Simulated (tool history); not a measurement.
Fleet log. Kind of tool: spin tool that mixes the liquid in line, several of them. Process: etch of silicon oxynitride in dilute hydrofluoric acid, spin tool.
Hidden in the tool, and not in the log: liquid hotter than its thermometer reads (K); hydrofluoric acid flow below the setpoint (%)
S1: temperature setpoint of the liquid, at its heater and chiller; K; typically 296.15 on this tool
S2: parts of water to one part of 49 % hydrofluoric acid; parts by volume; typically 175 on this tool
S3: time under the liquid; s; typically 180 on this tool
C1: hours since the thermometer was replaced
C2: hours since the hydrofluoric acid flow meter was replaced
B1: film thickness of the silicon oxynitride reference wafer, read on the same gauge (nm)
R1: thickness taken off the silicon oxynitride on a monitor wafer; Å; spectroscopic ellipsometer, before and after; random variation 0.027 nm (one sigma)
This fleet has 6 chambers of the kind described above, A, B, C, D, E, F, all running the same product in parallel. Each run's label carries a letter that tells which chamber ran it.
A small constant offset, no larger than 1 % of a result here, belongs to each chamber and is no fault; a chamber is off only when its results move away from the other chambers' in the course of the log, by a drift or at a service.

run,day,S1,S2,S3,C1,C2,B1,R1
1A,0.171,296.15,175,180,989.4,642.2,60.008,30.972
2F,0.321,296.15,175,180,772.1,1659.1,60.018,31.228
3C,0.488,296.15,175,180,1001.2,261.1,60.003,31.726
4B,0.696,296.15,175,180,36.9,1083.5,60.001,31.583
5D,0.896,296.15,245,135,929.6,1545.2,60.004,16.121
6E,1.021,296.15,245,135,672.8,2028.6,60.005,16.105
7B,1.208,296.15,245,135,49.2,1095.8,60.011,15.887
8D,1.333,296.15,245,135,940.1,1555.7,60.013,16.17
9A,1.504,296.15,245,135,1021.4,674.2,59.989,15.697
10E,1.671,296.15,245,135,688.4,2044.2,59.997,16.034
11C,1.804,296.15,175,180,1032.8,292.7,59.986,31.672
12F,1.992,296.15,90,140,812.2,1699.2,59.981,51.508
13B,2.2,296.15,90,140,73,1119.6,60.008,51.087
# day 2.225: chamber E: hydrofluoric acid flow meter replaced
14A,2.358,296.15,90,140,1041.9,694.7,60.017,50.637
15C,2.488,296.15,90,140,1049.2,309.1,60.005,49.687
16F,2.708,296.15,90,140,829.4,1716.4,59.998,50.772
17D,2.838,296.15,90,140,976.2,1591.8,59.988,51.426
18E,2.983,296.15,175,180,719.9,18.3,59.978,31.623
19E,3.196,296.15,90,100,725,23.4,60.012,35.991
20A,3.358,296.15,90,100,1065.9,718.7,60.008,34.806
# day 3.375: chamber A: hydrofluoric acid flow meter replaced
21C,3.512,296.15,90,100,1073.8,333.7,59.999,35.67
22B,3.671,296.15,90,100,108.3,1154.9,59.967,36.718
23F,3.788,296.15,90,100,855.3,1742.3,60.002,37.256
24D,3.95,296.15,90,100,1002.9,1618.5,60.019,36.462
25C,4.158,296.15,175,180,1089.3,349.2,60.011,31.907
26E,4.354,296.15,175,180,752.8,51.2,59.978,31.336
27F,4.517,296.15,175,180,872.8,1759.8,59.997,32.79
# day 4.554: chamber D: thermometer replaced
28D,4.679,296.15,175,180,3.1,1636,59.994,31.925
29B,4.825,296.15,175,180,136,1182.6,60.007,31.862
30A,4.962,296.15,175,180,1104.4,38.1,60.012,31.619
31D,5.138,296.15,175,180,14.1,1647,60.018,31.615
32C,5.275,296.15,175,115,1116.1,376,60.014,20.299
33B,5.379,296.15,175,115,149.3,1195.9,60.014,19.847
34A,5.529,296.15,175,115,1118,51.7,60.002,20.253
35E,5.654,296.15,175,115,784,82.4,60.024,20.437
36F,5.867,296.15,175,115,905.2,1792.2,59.993,21.36
37F,6.075,296.15,175,115,910.2,1797.2,60.006,21.431
38B,6.175,296.15,175,180,168.4,1215,60.002,31.582
39C,6.371,296.15,175,180,1142.4,402.3,59.999,31.876
40D,6.554,296.15,175,180,48.1,1681,59.982,31.638
41E,6.654,292.15,220,180,808,106.4,59.997,20.381

What goes on in this fleet: one chamber off, a drifting gauge, or nothing beyond the chambers' own small offsets? Name the chamber and the cause, if any.

It is chamber F that slowly wanders off from its peers.
Most likely cause: liquid hotter than its thermometer reads (K) = 1.46.
The log might look much the same if the cause were instead: hydrofluoric acid flow above the setpoint (%).

Which of the 4 candidates below, each the usual settings with something changed and its results left as question marks, puts chamber F back in line with what the other chambers give on the usual settings?
To be in line, a result may differ from the other chambers' mean on the usual settings by at most: R1 0.94 Å
42F-1,6.812,296.65,160,180,,,,?
42F-2,6.812,297.65,175,180,,,,?
42F-3,6.812,296.15,180,175,,,,?
42F-4,6.812,296.15,195,180,,,,?

Average result of the remaining chambers running the usual settings: R1 31.453 Å
run,R1
42F-1,38.024
42F-2,35.906
42F-3,31.65
42F-4,29.721
Change 42F-3 lands the chamber within the allowed miss of the other chambers.
